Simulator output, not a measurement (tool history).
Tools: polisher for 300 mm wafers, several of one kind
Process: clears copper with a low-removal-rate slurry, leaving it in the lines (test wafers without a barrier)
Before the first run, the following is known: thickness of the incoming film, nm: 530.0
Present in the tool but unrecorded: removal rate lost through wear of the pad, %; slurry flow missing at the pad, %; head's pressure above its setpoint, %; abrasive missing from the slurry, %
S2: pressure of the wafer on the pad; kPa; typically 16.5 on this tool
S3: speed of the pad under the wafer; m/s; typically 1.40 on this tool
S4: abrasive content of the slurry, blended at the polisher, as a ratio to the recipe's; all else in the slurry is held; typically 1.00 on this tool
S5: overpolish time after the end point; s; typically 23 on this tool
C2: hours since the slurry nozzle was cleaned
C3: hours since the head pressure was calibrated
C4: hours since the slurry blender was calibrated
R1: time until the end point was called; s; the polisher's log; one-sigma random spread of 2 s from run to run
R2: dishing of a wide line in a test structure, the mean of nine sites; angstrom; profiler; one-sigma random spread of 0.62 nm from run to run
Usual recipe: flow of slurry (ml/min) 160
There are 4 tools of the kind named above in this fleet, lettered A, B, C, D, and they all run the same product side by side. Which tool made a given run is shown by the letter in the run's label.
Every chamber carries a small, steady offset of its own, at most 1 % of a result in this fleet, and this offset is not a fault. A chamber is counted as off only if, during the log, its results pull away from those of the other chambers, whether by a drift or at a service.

run 1C hour=4.1 | flow_of_slurry_(ml/min)=160 S2=16.5 S3=1.40 S4=1.00 S5=23 | wafers_polished_on_this_pad=1608 C2=263.8 C3=852.0 C4=58.9 | R1=189.05 R2=365.97
-- hour=5.5 chamber C: worn pad replaced by a new one
run 2D hour=7.7 | flow_of_slurry_(ml/min)=160 S2=16.5 S3=1.40 S4=1.00 S5=23 | wafers_polished_on_this_pad=723 C2=367.5 C3=846.0 C4=94.2 | R1=184.25 R2=355.45
run 3B hour=10.6 | flow_of_slurry_(ml/min)=160 S2=16.5 S3=1.40 S4=1.00 S5=23 | wafers_polished_on_this_pad=144 C2=115.3 C3=657.0 C4=182.5 | R1=185.59 R2=364.09
run 4A hour=14.0 | flow_of_slurry_(ml/min)=160 S2=16.5 S3=1.40 S4=1.00 S5=23 | wafers_polished_on_this_pad=609 C2=195.0 C3=249.6 C4=51.7 | R1=190.36 R2=367.02
run 5B hour=16.4 | flow_of_slurry_(ml/min)=160 S2=16.5 S3=1.40 S4=1.00 S5=23 | wafers_polished_on_this_pad=199 C2=121.1 C3=662.8 C4=188.3 | R1=185.35 R2=369.11
run 6A hour=20.7 | flow_of_slurry_(ml/min)=160 S2=16.5 S3=1.40 S4=1.00 S5=23 | wafers_polished_on_this_pad=674 C2=201.7 C3=256.3 C4=58.4 | R1=183.56 R2=368.57
run 7C hour=23.2 | flow_of_slurry_(ml/min)=160 S2=16.5 S3=1.40 S4=1.00 S5=23 | wafers_polished_on_this_pad=170 C2=282.9 C3=871.1 C4=78.0 | R1=183.42 R2=365.69
run 8D hour=25.3 | flow_of_slurry_(ml/min)=185 S2=16.5 S3=1.40 S4=0.75 S5=23 | wafers_polished_on_this_pad=893 C2=385.1 C3=863.6 C4=111.8 | R1=190.22 R2=355.03
run 9D hour=29.8 | flow_of_slurry_(ml/min)=185 S2=16.5 S3=1.40 S4=0.75 S5=23 | wafers_polished_on_this_pad=936 C2=389.6 C3=868.1 C4=116.3 | R1=190.28 R2=352.23
run 10C hour=33.2 | flow_of_slurry_(ml/min)=185 S2=16.5 S3=1.40 S4=0.75 S5=23 | wafers_polished_on_this_pad=267 C2=292.9 C3=881.1 C4=88.0 | R1=191.82 R2=350.23
run 11B hour=35.5 | flow_of_slurry_(ml/min)=185 S2=16.5 S3=1.40 S4=0.75 S5=23 | wafers_polished_on_this_pad=383 C2=140.2 C3=681.9 C4=207.4 | R1=191.80 R2=351.95
run 12A hour=37.6 | flow_of_slurry_(ml/min)=160 S2=16.5 S3=1.40 S4=1.00 S5=23 | wafers_polished_on_this_pad=836 C2=218.6 C3=273.2 C4=75.3 | R1=187.66 R2=366.35
run 13C hour=41.7 | flow_of_slurry_(ml/min)=160 S2=16.5 S3=1.40 S4=1.00 S5=23 | wafers_polished_on_this_pad=348 C2=301.4 C3=889.6 C4=96.5 | R1=186.72 R2=373.53
run 14A hour=44.5 | flow_of_slurry_(ml/min)=160 S2=16.5 S3=1.40 S4=1.00 S5=23 | wafers_polished_on_this_pad=903 C2=225.5 C3=280.1 C4=82.2 | R1=186.71 R2=365.14
-- hour=45.9 chamber D: worn pad replaced by a new one
run 15D hour=47.2 | flow_of_slurry_(ml/min)=160 S2=16.5 S3=1.40 S4=1.00 S5=23 | wafers_polished_on_this_pad=12 C2=407.0 C3=885.5 C4=133.7 | R1=185.61 R2=370.88
run 16B hour=49.7 | flow_of_slurry_(ml/min)=160 S2=16.5 S3=1.40 S4=1.00 S5=23 | wafers_polished_on_this_pad=520 C2=154.4 C3=696.1 C4=221.6 | R1=184.50 R2=370.68
run 17D hour=54.0 | flow_of_slurry_(ml/min)=160 S2=16.5 S3=1.40 S4=1.00 S5=23 | wafers_polished_on_this_pad=77 C2=413.8 C3=892.3 C4=140.5 | R1=184.66 R2=362.64
run 18B hour=58.2 | flow_of_slurry_(ml/min)=160 S2=16.5 S3=1.40 S4=1.00 S5=23 | wafers_polished_on_this_pad=602 C2=162.9 C3=704.6 C4=230.1 | R1=187.28 R2=362.52
run 19A hour=61.2 | flow_of_slurry_(ml/min)=160 S2=16.5 S3=1.40 S4=1.00 S5=23 | wafers_polished_on_this_pad=1063 C2=242.2 C3=296.8 C4=98.9 | R1=184.95 R2=365.68
run 20C hour=65.4 | flow_of_slurry_(ml/min)=160 S2=16.5 S3=1.40 S4=1.00 S5=23 | wafers_polished_on_this_pad=577 C2=325.1 C3=913.3 C4=120.2 | R1=188.04 R2=370.09
run 21A hour=67.5 | flow_of_slurry_(ml/min)=160 S2=16.5 S3=1.40 S4=1.00 S5=23 | wafers_polished_on_this_pad=1124 C2=248.5 C3=303.1 C4=105.2 | R1=183.86 R2=363.41
run 22B hour=69.9 | flow_of_slurry_(ml/min)=160 S2=16.5 S3=1.40 S4=1.00 S5=23 | wafers_polished_on_this_pad=715 C2=174.6 C3=716.3 C4=241.8 | R1=184.14 R2=355.77
run 23C hour=72.3 | flow_of_slurry_(ml/min)=160 S2=16.5 S3=1.40 S4=1.00 S5=23 | wafers_polished_on_this_pad=643 C2=332.0 C3=920.2 C4=127.1 | R1=186.40 R2=361.14
run 24D hour=75.9 | flow_of_slurry_(ml/min)=160 S2=16.5 S3=1.40 S4=1.00 S5=23 | wafers_polished_on_this_pad=288 C2=435.7 C3=914.2 C4=162.4 | R1=186.20 R2=362.10
-- hour=76.1 chamber C: slurry nozzle cleaned
run 25B hour=79.2 | flow_of_slurry_(ml/min)=160 S2=13.1 S3=1.40 S4=1.00 S5=23 | wafers_polished_on_this_pad=804 C2=183.9 C3=725.6 C4=251.1 | R1=236.91 R2=309.68
run 26C hour=81.4 | flow_of_slurry_(ml/min)=160 S2=13.1 S3=1.40 S4=1.00 S5=23 | wafers_polished_on_this_pad=731 C2=5.3 C3=929.3 C4=136.2 | R1=232.49 R2=301.61
run 27D hour=85.0 | flow_of_slurry_(ml/min)=160 S2=13.1 S3=1.40 S4=1.00 S5=23 | wafers_polished_on_this_pad=376 C2=444.8 C3=923.3 C4=171.5 | R1=233.85 R2=306.32
run 28A hour=87.2 | flow_of_slurry_(ml/min)=160 S2=13.1 S3=1.40 S4=1.00 S5=23 | wafers_polished_on_this_pad=1314 C2=268.2 C3=322.8 C4=124.9 | R1=239.52 R2=301.67
run 29A hour=89.5 | flow_of_slurry_(ml/min)=160 S2=16.5 S3=1.40 S4=1.00 S5=23 | wafers_polished_on_this_pad=1336 C2=270.5 C3=325.1 C4=127.2 | R1=187.55 R2=355.62
run 30B hour=93.9 | flow_of_slurry_(ml/min)=160 S2=16.5 S3=1.40 S4=1.00 S5=23 | wafers_polished_on_this_pad=946 C2=198.6 C3=740.3 C4=265.8 | R1=186.04 R2=357.25
-- hour=97.0 chamber A: worn pad replaced by a new one
run 31C hour=97.5 | flow_of_slurry_(ml/min)=160 S2=16.5 S3=1.40 S4=1.00 S5=23 | wafers_polished_on_this_pad=886 C2=21.4 C3=945.4 C4=152.3 | R1=184.49 R2=366.73
run 32D hour=100.1 | flow_of_slurry_(ml/min)=160 S2=16.5 S3=1.40 S4=1.00 S5=23 | wafers_polished_on_this_pad=521 C2=459.9 C3=938.4 C4=186.6 | R1=184.66 R2=372.06
run 33D hour=103.0 | flow_of_slurry_(ml/min)=160 S2=16.5 S3=1.40 S4=1.00 S5=23 | wafers_polished_on_this_pad=549 C2=462.8 C3=941.3 C4=189.5 | R1=181.15 R2=366.32
run 34C hour=107.5 | flow_of_slurry_(ml/min)=160 S2=16.5 S3=1.40 S4=1.00 S5=23 | wafers_polished_on_this_pad=982 C2=31.4 C3=955.4 C4=162.3 | R1=184.44 R2=364.43
-- hour=107.9 chamber B: worn pad replaced by a new one
run 35A hour=111.5 | flow_of_slurry_(ml/min)=160 S2=16.5 S3=1.40 S4=1.00 S5=23 | wafers_polished_on_this_pad=139 C2=292.5 C3=347.1 C4=149.2 | R1=186.15 R2=349.88
run 36B hour=114.1 | flow_of_slurry_(ml/min)=160 S2=16.5 S3=1.40 S4=1.00 S5=23 | wafers_polished_on_this_pad=60 C2=218.8 C3=760.5 C4=286.0 | R1=185.76 R2=361.47
run 37D hour=117.2 | flow_of_slurry_(ml/min)=160 S2=11.7 S3=1.00 S4=1.00 S5=23 | wafers_polished_on_this_pad=686 C2=477.0 C3=955.5 C4=203.7 | R1=364.83 R2=213.70
run 38C hour=119.3 | flow_of_slurry_(ml/min)=160 S2=11.7 S3=1.00 S4=1.00 S5=23 | wafers_polished_on_this_pad=1096 C2=43.2 C3=967.2 C4=174.1 | R1=367.96 R2=221.57
run 39A hour=121.9 | flow_of_slurry_(ml/min)=160 S2=11.7 S3=1.00 S4=1.00 S5=23 | wafers_polished_on_this_pad=239 C2=302.9 C3=357.5 C4=159.6 | R1=372.24 R2=215.62
run 40B hour=125.0 | flow_of_slurry_(ml/min)=160 S2=11.7 S3=1.00 S4=1.00 S5=23 | wafers_polished_on_this_pad=165 C2=229.7 C3=771.4 C4=296.9 | R1=365.16 R2=213.69
-- hour=128.0 chamber B: head pressure recalibrated
run 41B hour=128.2 | flow_of_slurry_(ml/min)=160 S2=16.5 S3=1.40 S4=1.00 S5=23 | wafers_polished_on_this_pad=196 C2=232.9 C3=0.2 C4=300.1 | R1=185.19 R2=374.32
run 42D hour=132.1 | flow_of_slurry_(ml/min)=160 S2=16.5 S3=1.40 S4=0.75 S5=13 | wafers_polished_on_this_pad=829 C2=491.9 C3=970.4 C4=218.6 | R1=196.21 R2=229.04
-- hour=136.2 chamber A: slurry nozzle cleaned
run 43A hour=136.6 | flow_of_slurry_(ml/min)=160 S2=16.5 S3=1.40 S4=0.75 S5=13 | wafers_polished_on_this_pad=381 C2=0.5 C3=372.2 C4=174.3 | R1=195.47 R2=231.64

Each of the 4 chambers runs these same settings next. Fill in every chamber's results:
run 44A hour=139.9 | flow_of_slurry_(ml/min)=160 S2=16.5 S3=0.92 S4=1.00 S5=23 | R1=? R2=?
run 44B hour=139.9 | flow_of_slurry_(ml/min)=160 S2=16.5 S3=0.92 S4=1.00 S5=23 | R1=? R2=?
run 44C hour=139.9 | flow_of_slurry_(ml/min)=160 S2=16.5 S3=0.92 S4=1.00 S5=23 | R1=? R2=?
run 44D hour=139.9 | flow_of_slurry_(ml/min)=160 S2=16.5 S3=0.92 S4=1.00 S5=23 | R1=? R2=?

run=44A R1=283.03 R2=270.14
run=44B R1=282.62 R2=268.05
run=44C R1=285.14 R2=266.65
run=44D R1=277.99 R2=268.22
